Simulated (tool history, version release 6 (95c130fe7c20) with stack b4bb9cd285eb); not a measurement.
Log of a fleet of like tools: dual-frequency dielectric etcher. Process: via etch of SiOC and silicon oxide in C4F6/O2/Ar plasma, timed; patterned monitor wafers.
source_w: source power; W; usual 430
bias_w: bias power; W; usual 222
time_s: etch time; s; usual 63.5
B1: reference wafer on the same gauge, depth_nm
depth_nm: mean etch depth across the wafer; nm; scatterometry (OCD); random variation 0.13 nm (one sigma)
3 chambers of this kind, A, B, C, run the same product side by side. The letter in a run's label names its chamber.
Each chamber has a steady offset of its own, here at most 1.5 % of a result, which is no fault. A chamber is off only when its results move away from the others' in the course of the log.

run 1B hour=7.6 | source_w=430 bias_w=222 time_s=63.5 | B1=70.622 | depth_nm=78.075
run 2C hour=11.3 | source_w=430 bias_w=222 time_s=63.5 | B1=70.635 | depth_nm=78.169
run 3A hour=15.0 | source_w=430 bias_w=222 time_s=63.5 | B1=70.621 | depth_nm=79.103
run 4B hour=22.0 | source_w=430 bias_w=222 time_s=63.5 | B1=70.651 | depth_nm=78.066
run 5C hour=29.8 | source_w=430 bias_w=222 time_s=63.5 | B1=70.639 | depth_nm=78.378
run 6A hour=36.0 | source_w=430 bias_w=222 time_s=63.5 | B1=70.708 | depth_nm=79.028
run 7A hour=43.6 | source_w=430 bias_w=222 time_s=63.5 | B1=70.709 | depth_nm=79.156
run 8B hour=48.6 | source_w=430 bias_w=222 time_s=63.5 | B1=70.686 | depth_nm=78.418
run 9C hour=56.4 | source_w=430 bias_w=222 time_s=63.5 | B1=70.707 | depth_nm=78.492
run 10B hour=61.0 | source_w=430 bias_w=222 time_s=63.5 | B1=70.746 | depth_nm=78.167
run 11A hour=65.1 | source_w=430 bias_w=222 time_s=63.5 | B1=70.748 | depth_nm=79.328
run 12C hour=72.1 | source_w=430 bias_w=222 time_s=63.5 | B1=70.763 | depth_nm=78.320
run 13C hour=79.6 | source_w=430 bias_w=243 time_s=63.5 | B1=70.759 | depth_nm=80.996
run 14A hour=85.4 | source_w=430 bias_w=243 time_s=63.5 | B1=70.781 | depth_nm=81.882
run 15B hour=92.8 | source_w=430 bias_w=243 time_s=63.5 | B1=70.782 | depth_nm=80.625
run 16A hour=99.5 | source_w=430 bias_w=222 time_s=63.5 | B1=70.831 | depth_nm=79.404
run 17B hour=105.9 | source_w=430 bias_w=222 time_s=63.5 | B1=70.833 | depth_nm=78.274
run 18C hour=112.6 | source_w=430 bias_w=222 time_s=51.5 | B1=70.843 | depth_nm=63.781
run 19B hour=118.6 | source_w=430 bias_w=222 time_s=51.5 | B1=70.849 | depth_nm=63.427
run 20A hour=122.5 | source_w=430 bias_w=222 time_s=51.5 | B1=70.828 | depth_nm=64.247
run 21C hour=129.9 | source_w=430 bias_w=222 time_s=63.5 | B1=70.872 | depth_nm=78.606
run 22A hour=134.7 | source_w=430 bias_w=222 time_s=63.5 | B1=70.863 | depth_nm=79.318
run 23B hour=141.7 | source_w=430 bias_w=222 time_s=63.5 | B1=70.911 | depth_nm=78.651
run 24C hour=146.0 | source_w=430 bias_w=222 time_s=63.5 | B1=70.941 | depth_nm=78.810
run 25A hour=150.4 | source_w=430 bias_w=222 time_s=63.5 | B1=70.962 | depth_nm=79.670
run 26C hour=156.1 | source_w=430 bias_w=222 time_s=63.5 | B1=70.927 | depth_nm=78.741
run 27B hour=164.0 | source_w=430 bias_w=222 time_s=63.5 | B1=70.965 | depth_nm=78.837
run 28C hour=172.0 | source_w=430 bias_w=222 time_s=63.5 | B1=70.977 | depth_nm=78.596
run 29A hour=179.7 | source_w=430 bias_w=222 time_s=63.5 | B1=71.014 | depth_nm=79.381
run 30B hour=185.2 | source_w=430 bias_w=222 time_s=63.5 | B1=71.006 | depth_nm=78.595
run 31A hour=191.3 | source_w=430 bias_w=222 time_s=63.5 | B1=71.006 | depth_nm=79.522
run 32C hour=198.5 | source_w=430 bias_w=222 time_s=63.5 | B1=71.014 | depth_nm=78.698
run 33B hour=203.7 | source_w=430 bias_w=222 time_s=63.5 | B1=71.032 | depth_nm=78.685
run 34C hour=207.8 | source_w=430 bias_w=222 time_s=63.5 | B1=71.026 | depth_nm=78.882

Next, every chamber runs the same settings. What will each give?
run 35A hour=213.6 | source_w=430 bias_w=222 time_s=72.0 | depth_nm=?
run 35B hour=213.6 | source_w=430 bias_w=222 time_s=72.0 | depth_nm=?
run 35C hour=213.6 | source_w=430 bias_w=222 time_s=72.0 | depth_nm=?

run=35A depth_nm=90.522
run=35B depth_nm=89.091
run=35C depth_nm=89.433

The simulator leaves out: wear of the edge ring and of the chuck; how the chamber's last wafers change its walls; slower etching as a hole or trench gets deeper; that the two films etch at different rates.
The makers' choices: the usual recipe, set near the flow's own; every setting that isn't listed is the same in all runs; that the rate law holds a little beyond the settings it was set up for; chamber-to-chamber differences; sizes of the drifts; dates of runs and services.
